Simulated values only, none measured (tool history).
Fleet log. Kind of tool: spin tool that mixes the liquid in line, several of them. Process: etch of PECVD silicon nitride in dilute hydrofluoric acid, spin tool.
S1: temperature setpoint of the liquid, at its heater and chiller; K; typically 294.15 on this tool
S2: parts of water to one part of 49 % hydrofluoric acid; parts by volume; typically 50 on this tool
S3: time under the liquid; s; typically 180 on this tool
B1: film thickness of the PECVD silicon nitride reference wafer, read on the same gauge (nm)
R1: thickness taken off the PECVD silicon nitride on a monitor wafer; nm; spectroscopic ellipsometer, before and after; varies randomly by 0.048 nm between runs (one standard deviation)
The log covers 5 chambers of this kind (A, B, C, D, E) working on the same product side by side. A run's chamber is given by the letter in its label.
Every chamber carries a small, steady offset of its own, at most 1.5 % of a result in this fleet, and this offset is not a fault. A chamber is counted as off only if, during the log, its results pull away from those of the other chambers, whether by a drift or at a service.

run   hour      S1  S2   S3      B1      R1
 1C    9.5  294.15  50  180  60.013  4.8718
 2A   21.5  294.15  50  180  60.007  4.9629
 3E   27.9  294.15  50  180  60.015  4.9858
 4D   36.0  294.15  50  180  60.002  4.9413
 5B   50.7  294.15  70  180  59.994  3.5889
 6C   58.1  294.15  70  180  59.990  3.5727
 7E   66.1  294.15  70  180  60.012  3.6572
 8A   80.3  294.15  70  180  59.981  3.6440
 9D   87.6  294.15  70  180  59.997  3.5175
10B   94.9  294.15  50  180  59.988  4.9023
11A  109.2  294.15  50  180  60.005  4.9597
12C  119.7  294.15  50  180  60.003  4.9187
13D  129.5  294.15  50  180  59.981  4.8824
14E  142.7  294.15  65  225  59.995  4.8206
15B  156.5  294.15  65  225  59.997  4.8031
16C  168.2  294.15  65  225  60.010  4.9505
17A  177.0  294.15  65  225  60.003  4.9257
18D  191.1  294.15  65  225  60.019  4.6447
19E  203.3  294.15  50  180  60.017  4.9958
20B  210.9  294.15  50  180  59.997  5.0044
21A  220.7  294.15  50  180  59.986  4.9573
22D  235.0  294.15  50  180  59.984  4.8915
     238.3  -- chamber B: hydrofluoric acid flow meter replaced
23B  244.5  294.15  50  180  59.988  4.9339
24E  257.6  294.15  50  180  60.011  4.9103
25C  270.7  290.15  40  180  60.018  5.0782
26B  280.9  290.15  40  180  60.013  4.5935
27E  291.3  290.15  40  180  60.005  4.6644
28D  299.0  290.15  40  180  60.026  4.5624
29A  308.9  290.15  40  180  59.997  4.6559
30C  323.0  296.65  50  180  59.999  6.4358
31E  330.6  296.65  50  180  59.999  5.9778
32D  339.7  296.65  50  180  60.002  5.7241
33A  347.0  296.65  50  180  60.007  5.8781
34C  361.9  296.65  50  180  60.004  6.4897
35B  373.1  294.15  50  180  59.993  4.9123

Has any chamber moved away from the others, gradually or after a service, or does the common gauge drift, or do the chambers differ only by their own small steady offsets? State the chamber and the most likely cause if one applies.

Little by little, chamber C moves away from the other chambers.
Most likely cause: liquid hotter than its thermometer reads (K) = 1.73.
The log may not separate it from: hydrofluoric acid flow above the setpoint (%).

Which of the 4 candidates below, each the usual settings with something changed and its results left as question marks, puts chamber C back in line with what the other chambers give on the usual settings?
To be in line, a result may differ from the other chambers' mean on the usual settings by at most: R1 0.1700 nm
36C-1  383.7  293.65  50  165       ?
36C-2  383.7  297.15  50  180       ?
36C-3  383.7  293.65  55  165       ?
36C-4  383.7  294.65  50  195       ?

The other chambers' mean on the usual settings: R1 4.9608 nm
  run      R1
36C-1  4.9425
36C-2  6.8184
36C-3  4.4970
36C-4  6.2526
36C-1 brings the chamber back in line.
